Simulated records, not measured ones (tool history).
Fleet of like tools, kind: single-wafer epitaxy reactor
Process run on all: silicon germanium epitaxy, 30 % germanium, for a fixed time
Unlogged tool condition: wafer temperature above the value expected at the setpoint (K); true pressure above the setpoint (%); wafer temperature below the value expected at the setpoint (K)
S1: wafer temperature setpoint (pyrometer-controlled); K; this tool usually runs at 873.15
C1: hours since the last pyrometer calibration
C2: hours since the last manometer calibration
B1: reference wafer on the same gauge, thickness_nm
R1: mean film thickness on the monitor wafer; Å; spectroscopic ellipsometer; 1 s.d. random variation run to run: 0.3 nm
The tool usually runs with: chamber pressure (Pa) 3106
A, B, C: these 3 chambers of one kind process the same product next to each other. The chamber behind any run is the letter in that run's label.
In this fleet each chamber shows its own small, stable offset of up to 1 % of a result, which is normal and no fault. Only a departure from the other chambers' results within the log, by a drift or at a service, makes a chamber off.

{"run": "1A", "day": 0.308, "S1": 873.15, "chamber pressure (Pa)": 3106, "C1": 1274.7, "C2": 1585.3, "B1": 72.304, "R1": 626.27}
{"day": 0.517, "done": "chamber B: pyrometer calibrated"}
{"run": "2C", "day": 0.625, "S1": 873.15, "chamber pressure (Pa)": 3106, "C1": 1271.5, "C2": 784.1, "B1": 72.37, "R1": 624.29}
{"run": "3B", "day": 0.929, "S1": 873.15, "chamber pressure (Pa)": 3106, "C1": 9.9, "C2": 1085.2, "B1": 72.179, "R1": 629.87}
{"run": "4B", "day": 1.167, "S1": 873.15, "chamber pressure (Pa)": 3106, "C1": 15.6, "C2": 1090.9, "B1": 72.275, "R1": 631.0}
{"run": "5C", "day": 1.404, "S1": 873.15, "chamber pressure (Pa)": 3106, "C1": 1290.2, "C2": 802.8, "B1": 72.3, "R1": 629.2}
{"run": "6A", "day": 1.629, "S1": 873.15, "chamber pressure (Pa)": 3106, "C1": 1306.4, "C2": 1617.0, "B1": 72.273, "R1": 632.41}
{"run": "7C", "day": 1.871, "S1": 873.15, "chamber pressure (Pa)": 3106, "C1": 1301.4, "C2": 814.0, "B1": 72.32, "R1": 619.2}
{"run": "8A", "day": 2.104, "S1": 873.15, "chamber pressure (Pa)": 3106, "C1": 1317.8, "C2": 1628.4, "B1": 72.372, "R1": 630.05}
{"run": "9B", "day": 2.392, "S1": 873.15, "chamber pressure (Pa)": 3106, "C1": 45.0, "C2": 1120.3, "B1": 72.43, "R1": 634.53}
{"day": 2.625, "done": "chamber A: pyrometer calibrated"}
{"run": "10B", "day": 2.692, "S1": 873.15, "chamber pressure (Pa)": 3106, "C1": 52.2, "C2": 1127.5, "B1": 72.31, "R1": 634.15}
{"run": "11C", "day": 2.962, "S1": 880.15, "chamber pressure (Pa)": 2813, "C1": 1327.6, "C2": 840.2, "B1": 72.299, "R1": 683.41}
{"run": "12A", "day": 3.129, "S1": 880.15, "chamber pressure (Pa)": 2813, "C1": 12.1, "C2": 1653.0, "B1": 72.302, "R1": 686.6}
{"run": "13B", "day": 3.333, "S1": 880.15, "chamber pressure (Pa)": 2813, "C1": 67.6, "C2": 1142.9, "B1": 72.305, "R1": 688.96}
{"run": "14A", "day": 3.517, "S1": 873.15, "chamber pressure (Pa)": 3106, "C1": 21.4, "C2": 1662.3, "B1": 72.326, "R1": 631.36}
{"run": "15C", "day": 3.717, "S1": 873.15, "chamber pressure (Pa)": 3106, "C1": 1345.7, "C2": 858.3, "B1": 72.314, "R1": 628.8}
{"day": 3.825, "done": "chamber C: pyrometer calibrated"}
{"run": "16C", "day": 4.0, "S1": 873.15, "chamber pressure (Pa)": 3106, "C1": 4.3, "C2": 865.1, "B1": 72.349, "R1": 664.02}
{"run": "17A", "day": 4.196, "S1": 887.15, "chamber pressure (Pa)": 3106, "C1": 37.7, "C2": 1678.6, "B1": 72.354, "R1": 811.3}
{"run": "18B", "day": 4.488, "S1": 887.15, "chamber pressure (Pa)": 3106, "C1": 95.3, "C2": 1170.6, "B1": 72.361, "R1": 811.42}
{"run": "19A", "day": 4.683, "S1": 887.15, "chamber pressure (Pa)": 3106, "C1": 49.4, "C2": 1690.3, "B1": 72.347, "R1": 809.47}
{"run": "20C", "day": 4.929, "S1": 873.15, "chamber pressure (Pa)": 3106, "C1": 26.6, "C2": 887.4, "B1": 72.333, "R1": 659.89}
{"run": "21B", "day": 5.2, "S1": 873.15, "chamber pressure (Pa)": 3106, "C1": 112.4, "C2": 1187.7, "B1": 72.32, "R1": 629.7}
{"run": "22A", "day": 5.529, "S1": 873.15, "chamber pressure (Pa)": 3106, "C1": 69.7, "C2": 1710.6, "B1": 72.253, "R1": 629.22}
{"run": "23C", "day": 5.871, "S1": 873.15, "chamber pressure (Pa)": 3106, "C1": 49.2, "C2": 910.0, "B1": 72.21, "R1": 665.49}
{"run": "24B", "day": 6.083, "S1": 873.15, "chamber pressure (Pa)": 3106, "C1": 133.6, "C2": 1208.9, "B1": 72.299, "R1": 630.94}
{"run": "25C", "day": 6.333, "S1": 873.15, "chamber pressure (Pa)": 3106, "C1": 60.3, "C2": 921.1, "B1": 72.254, "R1": 648.86}
{"run": "26A", "day": 6.546, "S1": 873.15, "chamber pressure (Pa)": 3106, "C1": 94.1, "C2": 1735.0, "B1": 72.269, "R1": 628.52}
{"run": "27B", "day": 6.779, "S1": 873.15, "chamber pressure (Pa)": 3106, "C1": 150.3, "C2": 1225.6, "B1": 72.319, "R1": 632.19}
{"run": "28B", "day": 6.967, "S1": 873.15, "chamber pressure (Pa)": 3106, "C1": 154.8, "C2": 1230.1, "B1": 72.293, "R1": 629.5}
{"run": "29A", "day": 7.138, "S1": 873.15, "chamber pressure (Pa)": 3106, "C1": 108.3, "C2": 1749.2, "B1": 72.39, "R1": 625.31}
{"run": "30C", "day": 7.375, "S1": 873.15, "chamber pressure (Pa)": 3106, "C1": 85.3, "C2": 946.1, "B1": 72.185, "R1": 658.7}
{"run": "31A", "day": 7.629, "S1": 873.15, "chamber pressure (Pa)": 3106, "C1": 120.1, "C2": 1761.0, "B1": 72.226, "R1": 634.33}
{"run": "32B", "day": 7.888, "S1": 873.15, "chamber pressure (Pa)": 3106, "C1": 176.9, "C2": 1252.2, "B1": 72.256, "R1": 628.43}
{"run": "33C", "day": 8.083, "S1": 873.15, "chamber pressure (Pa)": 3106, "C1": 102.3, "C2": 963.1, "B1": 72.237, "R1": 660.08}
{"run": "34B", "day": 8.292, "S1": 873.15, "chamber pressure (Pa)": 3106, "C1": 186.6, "C2": 1261.9, "B1": 72.293, "R1": 632.75}
{"run": "35A", "day": 8.588, "S1": 873.15, "chamber pressure (Pa)": 3106, "C1": 143.1, "C2": 1784.0, "B1": 72.329, "R1": 627.17}

All 3 chambers run these settings next. Forecast each chamber's results:
{"run": "36A", "day": 8.842, "S1": 873.15, "chamber pressure (Pa)": 3106, "R1": "?"}
{"run": "36B", "day": 8.842, "S1": 873.15, "chamber pressure (Pa)": 3106, "R1": "?"}
{"run": "36C", "day": 8.842, "S1": 873.15, "chamber pressure (Pa)": 3106, "R1": "?"}

run=36A R1=627.63
run=36B R1=635.76
run=36C R1=660.05
